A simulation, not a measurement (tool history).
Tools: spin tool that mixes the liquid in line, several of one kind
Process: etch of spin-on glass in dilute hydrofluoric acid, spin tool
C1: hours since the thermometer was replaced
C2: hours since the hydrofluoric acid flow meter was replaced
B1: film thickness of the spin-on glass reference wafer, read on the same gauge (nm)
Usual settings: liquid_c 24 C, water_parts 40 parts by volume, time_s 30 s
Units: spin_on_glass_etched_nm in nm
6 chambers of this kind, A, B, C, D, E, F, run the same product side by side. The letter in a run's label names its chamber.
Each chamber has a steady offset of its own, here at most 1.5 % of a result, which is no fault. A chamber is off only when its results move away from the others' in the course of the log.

Run 1A, hour 4.7: usual settings; C1 980.1; C2 209.3; B1 29.992. Result: spin_on_glass_etched_nm 25.433 nm.
Run 2C, hour 10.4: usual settings; C1 130.5; C2 386; B1 30.015. Result: spin_on_glass_etched_nm 25.481 nm.
Run 3D, hour 15.1: usual settings; C1 87.7; C2 1835.5; B1 30.004. Result: spin_on_glass_etched_nm 25.218 nm.
Run 4E, hour 21: usual settings; C1 180.2; C2 195.7; B1 29.983. Result: spin_on_glass_etched_nm 24.908 nm.
Run 5F, hour 24.3: usual settings; C1 520.8; C2 1636.2; B1 29.998. Result: spin_on_glass_etched_nm 25.322 nm.
Run 6B, hour 29.9: usual settings but water_parts 55 parts by volume, time_s 40 s; C1 1433.3; C2 369.9; B1 30.021. Result: spin_on_glass_etched_nm 24.263 nm.
Run 7B, hour 33.1: usual settings but water_parts 55 parts by volume, time_s 40 s; C1 1436.5; C2 373.1; B1 30.013. Result: spin_on_glass_etched_nm 24.003 nm.
Run 8D, hour 37.4: usual settings but water_parts 55 parts by volume, time_s 40 s; C1 110; C2 1857.8; B1 30.003. Result: spin_on_glass_etched_nm 23.89 nm.
Run 9F, hour 41.3: usual settings but water_parts 55 parts by volume, time_s 40 s; C1 537.8; C2 1653.2; B1 29.97. Result: spin_on_glass_etched_nm 24.213 nm.
Run 10E, hour 46.4: usual settings but water_parts 55 parts by volume, time_s 40 s; C1 205.6; C2 221.1; B1 30.011. Result: spin_on_glass_etched_nm 23.551 nm.
Run 11C, hour 52.9: usual settings but water_parts 55 parts by volume, time_s 40 s; C1 173; C2 428.5; B1 29.987. Result: spin_on_glass_etched_nm 24.44 nm.
Run 12A, hour 58.5: usual settings; C1 1033.9; C2 263.1; B1 30.005. Result: spin_on_glass_etched_nm 25.411 nm.
At hour 60.2: chamber C: hydrofluoric acid flow meter replaced.
Run 13A, hour 63.6: usual settings; C1 1039; C2 268.2; B1 29.99. Result: spin_on_glass_etched_nm 25.419 nm.
Run 14B, hour 70: usual settings; C1 1473.4; C2 410; B1 30.002. Result: spin_on_glass_etched_nm 25.415 nm.
At hour 74.4: chamber B: hydrofluoric acid flow meter replaced.
Run 15F, hour 75.5: usual settings; C1 572; C2 1687.4; B1 29.996. Result: spin_on_glass_etched_nm 25.215 nm.
Run 16C, hour 79.9: usual settings; C1 200; C2 19.8; B1 29.999. Result: spin_on_glass_etched_nm 25.561 nm.
Run 17E, hour 86.7: usual settings; C1 245.9; C2 261.4; B1 29.998. Result: spin_on_glass_etched_nm 25.113 nm.
Run 18D, hour 90.8: usual settings; C1 163.4; C2 1911.2; B1 30.003. Result: spin_on_glass_etched_nm 25.1 nm.
Run 19B, hour 97.5: usual settings; C1 1500.9; C2 23.2; B1 29.994. Result: spin_on_glass_etched_nm 25.266 nm.
Run 20A, hour 101.3: usual settings; C1 1076.7; C2 305.9; B1 30.008. Result: spin_on_glass_etched_nm 25.373 nm.
Run 21D, hour 104.6: usual settings; C1 177.2; C2 1925; B1 30.005. Result: spin_on_glass_etched_nm 25.021 nm.
Run 22C, hour 108: usual settings; C1 228.1; C2 47.9; B1 30. Result: spin_on_glass_etched_nm 25.796 nm.
Run 23F, hour 112.6: usual settings; C1 609.1; C2 1724.5; B1 29.978. Result: spin_on_glass_etched_nm 25.499 nm.
Run 24E, hour 118.2: usual settings; C1 277.4; C2 292.9; B1 30.012. Result: spin_on_glass_etched_nm 24.819 nm.
Run 25E, hour 121.9: usual settings; C1 281.1; C2 296.6; B1 30.007. Result: spin_on_glass_etched_nm 24.931 nm.
Run 26A, hour 125: usual settings; C1 1100.4; C2 329.6; B1 29.985. Result: spin_on_glass_etched_nm 25.418 nm.
Run 27C, hour 129.6: usual settings; C1 249.7; C2 69.5; B1 29.987. Result: spin_on_glass_etched_nm 25.765 nm.
Run 28B, hour 133.8: usual settings; C1 1537.2; C2 59.5; B1 30.016. Result: spin_on_glass_etched_nm 25.438 nm.
Run 29D, hour 137.3: usual settings but water_parts 25 parts by volume, time_s 20 s; C1 209.9; C2 1957.7; B1 30.014. Result: spin_on_glass_etched_nm 27.245 nm.
Run 30F, hour 142.7: usual settings but water_parts 25 parts by volume, time_s 20 s; C1 639.2; C2 1754.6; B1 29.986. Result: spin_on_glass_etched_nm 27.398 nm.
Run 31C, hour 147.5: usual settings but water_parts 25 parts by volume, time_s 20 s; C1 267.6; C2 87.4; B1 30.023. Result: spin_on_glass_etched_nm 27.431 nm.
Run 32E, hour 153.8: usual settings but water_parts 25 parts by volume, time_s 20 s; C1 313; C2 328.5; B1 29.983. Result: spin_on_glass_etched_nm 26.933 nm.
Run 33B, hour 159: usual settings but water_parts 25 parts by volume, time_s 20 s; C1 1562.4; C2 84.7; B1 30.011. Result: spin_on_glass_etched_nm 27.781 nm.
Run 34A, hour 164.5: usual settings but water_parts 25 parts by volume, time_s 20 s; C1 1139.9; C2 369.1; B1 30. Result: spin_on_glass_etched_nm 27.528 nm.
Run 35F, hour 170.6: usual settings but time_s 35 s; C1 667.1; C2 1782.5; B1 29.989. Result: spin_on_glass_etched_nm 29.512 nm.
Run 36D, hour 177.3: usual settings but time_s 35 s; C1 249.9; C2 1997.7; B1 30.003. Result: spin_on_glass_etched_nm 29.231 nm.
Run 37B, hour 182: usual settings but time_s 35 s; C1 1585.4; C2 107.7; B1 30.016. Result: spin_on_glass_etched_nm 29.49 nm.
Run 38D, hour 186.5: usual settings but time_s 35 s; C1 259.1; C2 2006.9; B1 29.989. Result: spin_on_glass_etched_nm 29.291 nm.
Run 39A, hour 193.2: usual settings but time_s 35 s; C1 1168.6; C2 397.8; B1 30.003. Result: spin_on_glass_etched_nm 29.567 nm.
Run 40F, hour 197.1: usual settings but time_s 35 s; C1 693.6; C2 1809; B1 29.988. Result: spin_on_glass_etched_nm 29.481 nm.

What goes on in this fleet: one chamber off, a drifting gauge, or nothing beyond the chambers' own small offsets? Name the chamber and the cause, if any.

Chamber E drifts away from the others.
Cause: liquid colder than its thermometer reads (K) = 0.954.
The log may not tell that from: hydrofluoric acid flow below the setpoint (%).

Here are 4 candidates for chamber E's next run, each the usual settings with a change, their results left as question marks. Which one brings its results back in line with what the others give on the usual settings?
In line means no further than this from the other chambers' mean on the usual settings: spin_on_glass_etched_nm 0.45 nm
Run 41E-1, hour 202.1: usual settings but liquid_c 23 C. Result: spin_on_glass_etched_nm ?.
Run 41E-2, hour 202.1: usual settings but liquid_c 25 C. Result: spin_on_glass_etched_nm ?.
Run 41E-3, hour 202.1: usual settings but liquid_c 24.5 C. Result: spin_on_glass_etched_nm ?.
Run 41E-4, hour 202.1: usual settings but liquid_c 23.5 C. Result: spin_on_glass_etched_nm ?.

The other chambers' mean on the usual settings: spin_on_glass_etched_nm 25.345 nm
  run  spin_on_glass_etched_nm
41E-1                   23.092
41E-2                   25.137
41E-3                    24.61
41E-4                   23.593
41E-2 brings the chamber back in line.
